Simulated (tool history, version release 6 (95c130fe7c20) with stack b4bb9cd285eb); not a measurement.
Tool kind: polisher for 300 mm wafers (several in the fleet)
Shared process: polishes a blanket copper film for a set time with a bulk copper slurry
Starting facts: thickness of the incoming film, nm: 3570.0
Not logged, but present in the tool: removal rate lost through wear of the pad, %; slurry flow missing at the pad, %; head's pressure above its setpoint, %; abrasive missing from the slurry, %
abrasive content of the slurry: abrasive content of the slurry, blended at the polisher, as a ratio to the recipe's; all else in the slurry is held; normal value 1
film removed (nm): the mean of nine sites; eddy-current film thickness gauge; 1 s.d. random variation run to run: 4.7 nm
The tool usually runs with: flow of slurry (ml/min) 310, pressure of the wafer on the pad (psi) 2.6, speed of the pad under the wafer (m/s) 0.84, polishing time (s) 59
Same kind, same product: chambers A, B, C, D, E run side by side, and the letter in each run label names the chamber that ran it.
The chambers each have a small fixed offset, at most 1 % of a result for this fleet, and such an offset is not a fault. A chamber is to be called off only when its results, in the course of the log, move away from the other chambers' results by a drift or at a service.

run,day,flow of slurry (ml/min),pressure of the wafer on the pad (psi),speed of the pad under the wafer (m/s),abrasive content of the slurry,polishing time (s),wafers polished on this pad,hours since the slurry nozzle was cleaned,hours since the head pressure was calibrated,hours since the slurry blender was calibrated,film removed (nm)
1B,0.225,310,2.6,0.84,1,59,509,196.3,140.7,255.1,364.91
# day 0.375: chamber D: slurry blender recalibrated
2D,0.521,310,2.6,0.84,1,59,561,91.7,627.8,3.6,366.98
# day 0.529: chamber C: worn pad replaced by a new one
# day 0.762: chamber E: worn pad replaced by a new one
3E,0.850,310,2.6,0.84,1,59,31,62.5,896.1,242.5,366.00
4C,1.142,310,2.6,0.84,1,59,210,190.1,1220.8,174.4,377.80
# day 1.288: chamber B: worn pad replaced by a new one
5A,1.392,310,2.6,0.96,1,44,580,231.4,72.1,40.6,320.53
6E,1.654,310,2.6,0.96,1,44,306,81.8,915.4,261.8,321.72
7A,1.825,310,2.6,0.96,1,44,729,241.8,82.5,51.0,317.01
# day 1.983: chamber A: worn pad replaced by a new one
8B,2.025,310,2.6,0.96,1,44,253,239.5,183.9,298.3,313.91
9C,2.333,310,2.6,0.96,1,44,618,218.7,1249.4,203.0,320.13
# day 2.412: chamber E: worn pad replaced by a new one
10D,2.583,310,2.6,0.84,1,59,1268,141.2,677.3,53.1,376.93
11D,2.750,310,2.6,0.84,1,59,1325,145.2,681.3,57.1,369.71
12C,2.962,310,2.6,0.84,1,59,834,233.8,1264.5,218.1,378.89
# day 3.067: chamber C: worn pad replaced by a new one
13B,3.308,310,2.6,0.84,1,59,692,270.3,214.7,329.1,369.64
# day 3.400: chamber B: worn pad replaced by a new one
14E,3.592,310,2.6,0.84,1,59,404,128.3,961.9,308.3,372.85
15A,3.900,225,2.6,0.84,1,59,657,291.6,132.3,100.8,357.75
# day 4.025: chamber A: worn pad replaced by a new one
16E,4.158,225,2.6,0.84,1,59,598,141.9,975.5,321.9,351.31
# day 4.342: chamber E: worn pad replaced by a new one
17C,4.496,225,2.6,0.84,1,59,489,270.6,1301.3,254.9,363.83
18B,4.812,225,2.6,0.84,1,59,485,306.4,250.8,365.2,355.11
19D,4.983,225,2.6,0.84,1,59,2090,198.8,734.9,110.7,341.92
20A,5.238,310,2.6,0.84,1,59,415,323.7,164.4,132.9,365.74
# day 5.350: chamber B: slurry blender recalibrated
21E,5.579,310,2.6,0.84,1,59,425,176.0,1009.6,356.0,368.35
# day 5.742: chamber C: worn pad replaced by a new one
# day 5.754: chamber B: worn pad replaced by a new one
# day 5.825: chamber E: slurry blender recalibrated
22C,5.883,310,2.6,0.84,1,59,48,303.9,1334.6,288.2,365.98
23A,6.192,310,2.6,0.84,1,59,742,346.6,187.3,155.8,371.32
# day 6.242: chamber E: worn pad replaced by a new one
24B,6.400,310,2.6,0.84,1,59,221,344.5,288.9,25.3,377.68
25D,6.683,310,2.6,0.84,1,59,2672,239.6,775.7,151.5,341.82
# day 6.742: chamber A: worn pad replaced by a new one
26B,7.050,310,2.6,0.84,1,59,444,360.1,304.5,40.9,372.41
27A,7.317,310,2.6,0.84,1,59,197,373.6,214.3,182.8,371.37
28D,7.488,405,2.6,0.84,1,72,2948,258.9,795.0,170.8,422.27
29E,7.854,405,2.6,0.84,1,72,553,230.6,1064.2,48.8,475.45
30C,8.100,405,2.6,0.84,1,72,808,357.1,1387.8,341.4,462.56
31C,8.408,405,2.6,0.84,1,72,913,364.5,1395.2,348.8,477.93
32A,8.762,405,2.6,0.84,1,72,692,408.3,249.0,217.5,458.53
33D,8.975,310,2.6,0.84,1,59,3457,294.6,830.7,206.5,333.47

The same settings go to every chamber for the next run, one line per chamber below. Forecast the results for each:
34A,9.250,310,2.6,0.84,1,59,,,,,?
34B,9.250,310,2.6,0.84,1,59,,,,,?
34C,9.250,310,2.6,0.84,1,59,,,,,?
34D,9.250,310,2.6,0.84,1,59,,,,,?
34E,9.250,310,2.6,0.84,1,59,,,,,?

run,film removed (nm)
34A,368.85
34B,376.79
34C,371.50
34D,328.19
34E,371.93
